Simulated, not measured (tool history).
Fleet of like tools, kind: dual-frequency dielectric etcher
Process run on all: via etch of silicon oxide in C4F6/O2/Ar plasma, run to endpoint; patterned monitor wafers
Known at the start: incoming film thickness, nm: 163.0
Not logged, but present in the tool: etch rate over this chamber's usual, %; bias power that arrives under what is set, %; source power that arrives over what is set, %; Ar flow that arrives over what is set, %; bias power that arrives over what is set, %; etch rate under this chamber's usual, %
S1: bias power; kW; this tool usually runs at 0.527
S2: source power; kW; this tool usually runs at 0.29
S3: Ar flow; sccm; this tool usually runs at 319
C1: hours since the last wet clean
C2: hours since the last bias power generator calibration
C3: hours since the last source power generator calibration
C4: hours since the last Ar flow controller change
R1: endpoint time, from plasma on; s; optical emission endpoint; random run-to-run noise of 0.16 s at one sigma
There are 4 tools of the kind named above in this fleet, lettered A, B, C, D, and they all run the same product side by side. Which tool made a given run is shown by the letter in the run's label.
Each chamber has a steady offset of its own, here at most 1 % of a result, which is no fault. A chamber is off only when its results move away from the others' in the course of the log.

run 1D hour=7 | S1=0.527 S2=0.29 S3=319 | C1=250.3 C2=1121.4 C3=983 C4=1238.9 | R1=39.351
run 2C hour=12.8 | S1=0.527 S2=0.29 S3=319 | C1=166.4 C2=3789.6 C3=1846.4 C4=1315.1 | R1=39.744
run 3B hour=19.9 | S1=0.527 S2=0.29 S3=319 | C1=498.5 C2=4011.6 C3=2060.6 C4=2051.2 | R1=40.213
run 4A hour=29.3 | S1=0.527 S2=0.29 S3=319 | C1=451.9 C2=1238.2 C3=1985.8 C4=2052.9 | R1=39.445
run 5B hour=38.7 | S1=0.527 S2=0.29 S3=319 | C1=517.3 C2=4030.4 C3=2079.4 C4=2070 | R1=39.741
run 6A hour=44.6 | S1=0.527 S2=0.29 S3=319 | C1=467.2 C2=1253.5 C3=2001.1 C4=2068.2 | R1=39.601
run 7D hour=50.9 | S1=0.594 S2=0.36 S3=319 | C1=294.2 C2=1165.3 C3=1026.9 C4=1282.8 | R1=34.868
run 8C hour=57.4 | S1=0.594 S2=0.36 S3=319 | C1=211 C2=3834.2 C3=1891 C4=1359.7 | R1=35.187
run 9D hour=62.2 | S1=0.594 S2=0.36 S3=319 | C1=305.5 C2=1176.6 C3=1038.2 C4=1294.1 | R1=34.808
run 10A hour=66.9 | S1=0.594 S2=0.36 S3=319 | C1=489.5 C2=1275.8 C3=2023.4 C4=2090.5 | R1=35.089
run 11C hour=76.3 | S1=0.527 S2=0.29 S3=319 | C1=229.9 C2=3853.1 C3=1909.9 C4=1378.6 | R1=40.003
run 12B hour=83.5 | S1=0.527 S2=0.29 S3=319 | C1=562.1 C2=4075.2 C3=2124.2 C4=2114.8 | R1=39.969
run 13D hour=92.6 | S1=0.527 S2=0.29 S3=319 | C1=335.9 C2=1207 C3=1068.6 C4=1324.5 | R1=39.343
run 14A hour=96.7 | S1=0.527 S2=0.29 S3=319 | C1=519.3 C2=1305.6 C3=2053.2 C4=2120.3 | R1=39.534
run 15C hour=105.9 | S1=0.527 S2=0.29 S3=319 | C1=259.5 C2=3882.7 C3=1939.5 C4=1408.2 | R1=39.895
-- hour=106 chamber A: wet clean of the chamber
run 16B hour=110.6 | S1=0.527 S2=0.29 S3=319 | C1=589.2 C2=4102.3 C3=2151.3 C4=2141.9 | R1=39.81
run 17D hour=119 | S1=0.527 S2=0.29 S3=319 | C1=362.3 C2=1233.4 C3=1095 C4=1350.9 | R1=39.909
run 18C hour=124.8 | S1=0.527 S2=0.32 S3=319 | C1=278.4 C2=3901.6 C3=1958.4 C4=1427.1 | R1=38.436
run 19A hour=133 | S1=0.527 S2=0.32 S3=319 | C1=27.1 C2=1341.9 C3=2089.5 C4=2156.6 | R1=38.337
run 20B hour=139.7 | S1=0.527 S2=0.32 S3=319 | C1=618.3 C2=4131.4 C3=2180.4 C4=2171 | R1=38.832
run 21D hour=146.2 | S1=0.527 S2=0.32 S3=319 | C1=389.5 C2=1260.6 C3=1122.2 C4=1378.1 | R1=38.774
run 22B hour=151.8 | S1=0.527 S2=0.29 S3=319 | C1=630.4 C2=4143.5 C3=2192.5 C4=2183.1 | R1=40.037
run 23C hour=160.4 | S1=0.527 S2=0.29 S3=319 | C1=314 C2=3937.2 C3=1994 C4=1462.7 | R1=39.842
-- hour=165.7 chamber B: wet clean of the chamber
run 24A hour=167.6 | S1=0.527 S2=0.29 S3=319 | C1=61.7 C2=1376.5 C3=2124.1 C4=2191.2 | R1=39.428
run 25B hour=173.6 | S1=0.527 S2=0.29 S3=319 | C1=8 C2=4165.3 C3=2214.3 C4=2204.9 | R1=40.045
run 26D hour=177.9 | S1=0.527 S2=0.29 S3=319 | C1=421.2 C2=1292.3 C3=1153.9 C4=1409.8 | R1=40.501
run 27C hour=184.3 | S1=0.527 S2=0.32 S3=319 | C1=337.9 C2=3961.1 C3=2017.9 C4=1486.6 | R1=38.669
run 28A hour=191.9 | S1=0.527 S2=0.32 S3=319 | C1=86 C2=1400.8 C3=2148.4 C4=2215.5 | R1=38.51
run 29D hour=201.4 | S1=0.527 S2=0.32 S3=319 | C1=444.7 C2=1315.8 C3=1177.4 C4=1433.3 | R1=39.366
run 30B hour=209.1 | S1=0.527 S2=0.32 S3=319 | C1=43.5 C2=4200.8 C3=2249.8 C4=2240.4 | R1=38.601
run 31A hour=214.8 | S1=0.527 S2=0.29 S3=319 | C1=108.9 C2=1423.7 C3=2171.3 C4=2238.4 | R1=39.668
-- hour=217.7 chamber B: source power generator calibrated
run 32C hour=223.6 | S1=0.527 S2=0.29 S3=319 | C1=377.2 C2=4000.4 C3=2057.2 C4=1525.9 | R1=39.93
run 33B hour=231.4 | S1=0.527 S2=0.29 S3=319 | C1=65.8 C2=4223.1 C3=13.7 C4=2262.7 | R1=40.122
run 34A hour=235.6 | S1=0.527 S2=0.29 S3=319 | C1=129.7 C2=1444.5 C3=2192.1 C4=2259.2 | R1=39.584
run 35C hour=240.6 | S1=0.527 S2=0.29 S3=319 | C1=394.2 C2=4017.4 C3=2074.2 C4=1542.9 | R1=40.085
run 36D hour=246.7 | S1=0.527 S2=0.29 S3=319 | C1=490 C2=1361.1 C3=1222.7 C4=1478.6 | R1=41.345
run 37C hour=253 | S1=0.527 S2=0.24 S3=355 | C1=406.6 C2=4029.8 C3=2086.6 C4=1555.3 | R1=42.985
run 38A hour=260.6 | S1=0.527 S2=0.24 S3=355 | C1=154.7 C2=1469.5 C3=2217.1 C4=2284.2 | R1=42.807
run 39D hour=267.9 | S1=0.527 S2=0.24 S3=355 | C1=511.2 C2=1382.3 C3=1243.9 C4=1499.8 | R1=45.198

Next, every chamber runs the same settings. What will each give?
run 40A hour=274.6 | S1=0.527 S2=0.29 S3=319 | R1=?
run 40B hour=274.6 | S1=0.527 S2=0.29 S3=319 | R1=?
run 40C hour=274.6 | S1=0.527 S2=0.29 S3=319 | R1=?
run 40D hour=274.6 | S1=0.527 S2=0.29 S3=319 | R1=?

run=40A R1=39.628
run=40B R1=39.975
run=40C R1=40.082
run=40D R1=41.658

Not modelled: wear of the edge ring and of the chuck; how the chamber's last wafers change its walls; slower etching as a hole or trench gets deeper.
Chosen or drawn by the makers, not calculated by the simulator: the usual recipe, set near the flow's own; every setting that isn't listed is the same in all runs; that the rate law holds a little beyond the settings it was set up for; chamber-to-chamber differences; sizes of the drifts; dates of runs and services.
